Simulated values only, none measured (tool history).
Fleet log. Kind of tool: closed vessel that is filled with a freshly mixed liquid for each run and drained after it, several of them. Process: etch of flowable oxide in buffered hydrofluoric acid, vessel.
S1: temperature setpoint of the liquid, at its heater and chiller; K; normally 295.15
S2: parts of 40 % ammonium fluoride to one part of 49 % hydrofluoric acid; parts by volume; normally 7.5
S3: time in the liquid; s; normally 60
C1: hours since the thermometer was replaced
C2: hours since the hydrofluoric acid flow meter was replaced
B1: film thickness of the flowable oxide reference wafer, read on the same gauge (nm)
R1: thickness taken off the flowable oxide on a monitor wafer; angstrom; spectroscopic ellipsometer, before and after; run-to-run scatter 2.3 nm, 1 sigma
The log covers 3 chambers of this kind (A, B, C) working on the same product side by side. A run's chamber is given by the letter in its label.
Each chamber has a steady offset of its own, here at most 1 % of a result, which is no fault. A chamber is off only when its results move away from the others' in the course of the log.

run  hour      S1   S2  S3      C1      C2      B1      R1
 1C   3.7  295.15  7.5  60  1144.4   330.9  80.006  2421.5
 2A   7.9  295.15  7.5  60   658.3  1653.1  80.014  2399.2
 3B  12.1  295.15  7.5  60  1700.5   900.9  79.954  2392.5
 4A  16.0  295.15  7.5  60   666.4  1661.2  79.986  2350.0
 5C  20.2  295.15  5.0  60  1160.9   347.4  80.000  3498.8
 6B  24.0  295.15  5.0  60  1712.4   912.8  80.026  3445.9
 7B  26.5  295.15  5.0  60  1714.9   915.3  79.991  3431.3
 8C  28.9  295.15  7.5  60  1169.6   356.1  80.033  2320.7
 9A  33.8  298.15  7.5  60   684.2  1679.0  80.002  2842.2
10A  38.9  298.15  7.5  60   689.3  1684.1  80.017  2840.4
11C  43.8  298.15  7.5  60  1184.5   371.0  80.031  2749.9
12B  49.0  295.15  7.5  60  1737.4   937.8  80.010  2382.3
13C  52.6  295.15  7.5  60  1193.3   379.8  79.963  2287.1
14B  56.1  295.15  7.5  60  1744.5   944.9  79.986  2414.3
15A  60.5  295.15  7.5  60   710.9  1705.7  79.998  2382.1
16C  64.0  292.15  8.5  60  1204.7   391.2  79.992  1697.5
17A  66.5  292.15  8.5  60   716.9  1711.7  79.973  1742.8
18B  72.1  292.15  8.5  60  1760.5   960.9  80.016  1736.5
19C  77.6  295.15  7.5  60  1218.3   404.8  79.989  2308.1
20B  80.8  295.15  7.5  60  1769.2   969.6  79.969  2438.6
21A  83.9  295.15  7.5  60   734.3  1729.1  80.032  2357.1
22C  88.6  295.15  7.5  60  1229.3   415.8  80.016  2260.6

What goes on in this fleet: one chamber off, a drifting gauge, or nothing beyond the chambers' own small offsets? Name the chamber and the cause, if any.

Little by little, chamber C moves away from the other chambers.
Likeliest cause: hydrofluoric acid flow below the setpoint (%) = 6.23.
The log may not separate it from: liquid colder than its thermometer reads (K).

Here are 4 candidates for chamber C's next run, each the usual settings with a change, their results left as question marks. Which one brings its results back in line with what the others give on the usual settings?
Allowed miss from the other chambers' usual-settings mean, per result, to count as in line: R1 80.0 angstrom
23C-1  92.6  295.15  7.0  60               ?
23C-2  92.6  296.15  7.0  60               ?
23C-3  92.6  294.15  7.5  60               ?
23C-4  92.6  294.65  7.5  55               ?

What the other chambers average on the usual settings: R1 2384.5 angstrom
  run      R1
23C-1  2398.3
23C-2  2531.1
23C-3  2106.8
23C-4  1984.4
23C-1 brings the chamber back in line.
